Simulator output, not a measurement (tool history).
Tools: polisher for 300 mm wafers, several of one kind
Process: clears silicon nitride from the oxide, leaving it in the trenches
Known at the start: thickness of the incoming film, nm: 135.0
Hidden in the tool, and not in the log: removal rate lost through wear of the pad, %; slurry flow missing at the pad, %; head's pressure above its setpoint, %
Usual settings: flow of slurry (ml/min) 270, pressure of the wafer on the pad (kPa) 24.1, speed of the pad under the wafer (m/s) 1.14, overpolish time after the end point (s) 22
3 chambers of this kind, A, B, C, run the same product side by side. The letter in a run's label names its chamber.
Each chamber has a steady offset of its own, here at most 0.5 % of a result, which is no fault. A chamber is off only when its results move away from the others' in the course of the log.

run	hour	flow of slurry (ml/min)	pressure of the wafer on the pad (kPa)	speed of the pad under the wafer (m/s)	overpolish time after the end point (s)	wafers polished on this pad	hours since the slurry nozzle was cleaned	hours since the head pressure was calibrated	time until the end point was called (s)
1C	4.0	270	24.1	1.14	22	820	70.6	534.0	107.230
2B	9.6	270	24.1	1.14	22	98	114.6	876.9	112.870
3A	12.3	270	24.1	1.14	22	201	166.1	864.3	113.800
4C	16.6	270	24.1	1.14	22	915	83.2	546.6	111.510
5A	21.7	270	24.1	1.14	22	272	175.5	873.7	114.030
6B	26.3	270	24.1	1.14	22	224	131.3	893.6	113.290
7C	30.3	270	24.1	1.14	22	1019	96.9	560.3	112.110
8A	34.0	270	24.1	1.14	22	365	187.8	886.0	115.090
# hour 36.6: chamber C: worn pad replaced by a new one
9B	38.3	270	24.1	1.14	22	315	143.3	905.6	112.590
10B	44.0	205	29.0	1.14	22	358	149.0	911.3	97.121
11A	48.4	205	29.0	1.14	22	473	202.2	900.4	97.068
12C	53.1	205	29.0	1.14	22	124	119.7	583.1	96.894
13C	57.4	210	19.3	1.14	22	157	124.0	587.4	141.470
14A	63.1	210	19.3	1.14	22	584	216.9	915.1	142.810
15B	68.7	210	19.3	1.14	22	544	173.7	936.0	147.760
# hour 71.6: chamber B: worn pad replaced by a new one
16C	73.3	270	24.1	1.14	22	277	139.9	603.3	113.800
17A	76.5	270	24.1	1.14	22	685	230.3	928.5	110.600
18B	82.1	270	24.1	1.14	22	79	187.1	949.4	111.740
19B	86.6	270	30.3	1.28	22	113	191.6	953.9	79.282
20C	92.3	270	30.3	1.28	22	420	158.9	622.3	80.560
21A	98.2	270	30.3	1.28	22	849	252.0	950.2	80.484
22C	102.3	270	24.1	1.14	22	495	168.9	632.3	111.980
23A	105.0	270	24.1	1.14	22	900	258.8	957.0	112.140
24B	108.8	270	24.1	1.14	22	281	213.8	976.1	113.020
25A	114.4	270	24.1	1.14	22	971	268.2	966.4	111.660
26C	120.5	270	24.1	1.14	22	633	187.1	650.5	111.290
27B	125.6	270	24.1	1.14	22	407	230.6	992.9	112.330
28C	129.1	270	24.1	1.14	22	698	195.7	659.1	111.840
# hour 132.3: chamber B: worn pad replaced by a new one
# hour 132.9: chamber A: head pressure recalibrated
29A	135.1	270	20.0	0.90	22	1128	288.9	2.2	174.070
# hour 136.2: chamber C: head pressure recalibrated
30B	138.9	270	20.0	0.90	22	49	243.9	1006.2	172.530
31A	143.8	270	20.0	0.90	22	1193	297.6	10.9	173.790
32B	149.4	270	20.0	1.14	12	129	254.4	1016.7	137.920
33C	152.1	270	20.0	1.14	12	871	218.7	15.9	137.390
34B	158.0	270	20.0	1.14	12	194	263.0	1025.3	139.210
35A	162.1	270	24.1	1.14	22	1331	315.9	29.2	111.470
36C	166.1	270	24.1	1.14	22	977	232.7	29.9	112.500
37A	169.2	270	24.1	1.14	22	1385	323.0	36.3	113.350
38C	172.6	270	24.1	1.14	22	1026	239.2	36.4	114.780
39B	178.1	270	24.1	1.14	22	345	283.1	1045.4	110.820
# hour 183.7: chamber C: worn pad replaced by a new one
40A	184.0	270	24.1	1.14	22	1496	337.8	51.1	112.910
41B	187.4	270	24.1	1.14	22	415	292.4	1054.7	111.330
42C	190.1	270	24.1	1.14	22	48	256.7	53.9	111.040
43B	193.3	270	24.1	1.14	22	460	298.3	1060.6	116.640
44C	195.9	270	24.1	1.14	22	92	262.5	59.7	113.360

All 3 chambers run these settings next. Forecast each chamber's results:
45A	200.3	270	24.1	1.44	22				?
45B	200.3	270	24.1	1.44	22				?
45C	200.3	270	24.1	1.44	22				?

run	time until the end point was called (s)
45A	88.901
45B	88.939
45C	88.566

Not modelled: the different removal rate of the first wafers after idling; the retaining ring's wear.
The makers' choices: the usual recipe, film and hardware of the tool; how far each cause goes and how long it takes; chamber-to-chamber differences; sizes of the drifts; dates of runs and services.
